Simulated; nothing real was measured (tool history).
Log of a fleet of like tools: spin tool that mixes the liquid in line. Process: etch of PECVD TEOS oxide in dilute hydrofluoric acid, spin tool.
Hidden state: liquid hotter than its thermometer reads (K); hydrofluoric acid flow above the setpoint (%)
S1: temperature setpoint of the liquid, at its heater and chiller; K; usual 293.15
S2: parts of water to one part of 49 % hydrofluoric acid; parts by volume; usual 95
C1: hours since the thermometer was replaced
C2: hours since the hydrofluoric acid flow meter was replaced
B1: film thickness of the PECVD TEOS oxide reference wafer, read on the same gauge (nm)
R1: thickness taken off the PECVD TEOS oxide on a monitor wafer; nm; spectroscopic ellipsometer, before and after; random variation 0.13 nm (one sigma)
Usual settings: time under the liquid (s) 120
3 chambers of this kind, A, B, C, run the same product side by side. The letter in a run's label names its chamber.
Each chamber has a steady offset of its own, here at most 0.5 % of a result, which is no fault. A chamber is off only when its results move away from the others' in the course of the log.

run 1A hour=9 | S1=293.15 S2=95 time_under_the_liquid_(s)=120 | C1=220.5 C2=476 | B1=120 | R1=20.954
run 2B hour=15.8 | S1=293.15 S2=95 time_under_the_liquid_(s)=120 | C1=585.1 C2=188 | B1=120 | R1=20.897
run 3C hour=24.2 | S1=293.15 S2=95 time_under_the_liquid_(s)=120 | C1=1109.5 C2=792.5 | B1=119.99 | R1=20.799
run 4B hour=31.6 | S1=293.15 S2=95 time_under_the_liquid_(s)=120 | C1=600.9 C2=203.8 | B1=119.99 | R1=20.988
run 5A hour=39.2 | S1=293.15 S2=95 time_under_the_liquid_(s)=120 | C1=250.7 C2=506.2 | B1=120.03 | R1=20.91
run 6C hour=45.2 | S1=293.15 S2=95 time_under_the_liquid_(s)=120 | C1=1130.5 C2=813.5 | B1=120 | R1=20.889
run 7B hour=52.5 | S1=293.15 S2=95 time_under_the_liquid_(s)=120 | C1=621.8 C2=224.7 | B1=120.03 | R1=21.107
run 8C hour=61.4 | S1=293.15 S2=95 time_under_the_liquid_(s)=120 | C1=1146.7 C2=829.7 | B1=119.98 | R1=20.983
run 9A hour=66.6 | S1=296.65 S2=50 time_under_the_liquid_(s)=120 | C1=278.1 C2=533.6 | B1=120 | R1=48.162
run 10A hour=72.7 | S1=296.65 S2=50 time_under_the_liquid_(s)=120 | C1=284.2 C2=539.7 | B1=119.99 | R1=48.031
run 11C hour=82.7 | S1=296.65 S2=50 time_under_the_liquid_(s)=120 | C1=1168 C2=851 | B1=120 | R1=48.751
run 12B hour=92.7 | S1=293.15 S2=95 time_under_the_liquid_(s)=120 | C1=662 C2=264.9 | B1=119.98 | R1=21.278
run 13A hour=103.9 | S1=293.15 S2=95 time_under_the_liquid_(s)=120 | C1=315.4 C2=570.9 | B1=120.01 | R1=20.648
run 14B hour=112.1 | S1=293.15 S2=95 time_under_the_liquid_(s)=120 | C1=681.4 C2=284.3 | B1=120.01 | R1=21.554
run 15C hour=119.2 | S1=293.15 S2=95 time_under_the_liquid_(s)=120 | C1=1204.5 C2=887.5 | B1=120.02 | R1=20.866
run 16C hour=128.9 | S1=293.15 S2=75 time_under_the_liquid_(s)=70 | C1=1214.2 C2=897.2 | B1=119.98 | R1=15.811
run 17A hour=141 | S1=293.15 S2=75 time_under_the_liquid_(s)=70 | C1=352.5 C2=608 | B1=120 | R1=16.028
run 18B hour=148 | S1=293.15 S2=75 time_under_the_liquid_(s)=70 | C1=717.3 C2=320.2 | B1=119.99 | R1=16.297
run 19B hour=154.1 | S1=293.15 S2=95 time_under_the_liquid_(s)=120 | C1=723.4 C2=326.3 | B1=119.99 | R1=21.411
run 20A hour=161 | S1=293.15 S2=95 time_under_the_liquid_(s)=120 | C1=372.5 C2=628 | B1=120.01 | R1=20.931
run 21C hour=169.3 | S1=293.15 S2=95 time_under_the_liquid_(s)=120 | C1=1254.6 C2=937.6 | B1=119.99 | R1=20.971
run 22A hour=179.3 | S1=293.15 S2=95 time_under_the_liquid_(s)=120 | C1=390.8 C2=646.3 | B1=120 | R1=20.924
run 23C hour=184.7 | S1=293.15 S2=95 time_under_the_liquid_(s)=120 | C1=1270 C2=953 | B1=120.02 | R1=21.109
run 24B hour=190.3 | S1=293.15 S2=95 time_under_the_liquid_(s)=120 | C1=759.6 C2=362.5 | B1=119.99 | R1=21.524
run 25C hour=196.5 | S1=293.15 S2=95 time_under_the_liquid_(s)=120 | C1=1281.8 C2=964.8 | B1=120.01 | R1=20.925
run 26A hour=201.7 | S1=296.65 S2=95 time_under_the_liquid_(s)=120 | C1=413.2 C2=668.7 | B1=120 | R1=24.065
run 27B hour=209.2 | S1=296.65 S2=95 time_under_the_liquid_(s)=120 | C1=778.5 C2=381.4 | B1=120 | R1=25.085
run 28A hour=220.1 | S1=296.65 S2=95 time_under_the_liquid_(s)=120 | C1=431.6 C2=687.1 | B1=120 | R1=23.884
run 29B hour=231 | S1=293.15 S2=95 time_under_the_liquid_(s)=120 | C1=800.3 C2=403.2 | B1=120.01 | R1=21.706
run 30C hour=239.7 | S1=293.15 S2=95 time_under_the_liquid_(s)=120 | C1=1325 C2=1008 | B1=119.99 | R1=20.908
run 31C hour=246.4 | S1=293.15 S2=95 time_under_the_liquid_(s)=120 | C1=1331.7 C2=1014.7 | B1=120 | R1=20.784
run 32B hour=251.7 | S1=293.15 S2=65 time_under_the_liquid_(s)=185 | C1=821 C2=423.9 | B1=119.99 | R1=51.532
run 33A hour=262.8 | S1=293.15 S2=65 time_under_the_liquid_(s)=185 | C1=474.3 C2=729.8 | B1=120 | R1=48.668
run 34A hour=271.2 | S1=293.15 S2=65 time_under_the_liquid_(s)=185 | C1=482.7 C2=738.2 | B1=120 | R1=48.489

All 3 chambers run these settings next. Forecast each chamber's results:
run 35A hour=279.8 | S1=293.15 S2=65 time_under_the_liquid_(s)=120 | R1=?
run 35B hour=279.8 | S1=293.15 S2=65 time_under_the_liquid_(s)=120 | R1=?
run 35C hour=279.8 | S1=293.15 S2=65 time_under_the_liquid_(s)=120 | R1=?

run=35A R1=31.149
run=35B R1=33.803
run=35C R1=31.721

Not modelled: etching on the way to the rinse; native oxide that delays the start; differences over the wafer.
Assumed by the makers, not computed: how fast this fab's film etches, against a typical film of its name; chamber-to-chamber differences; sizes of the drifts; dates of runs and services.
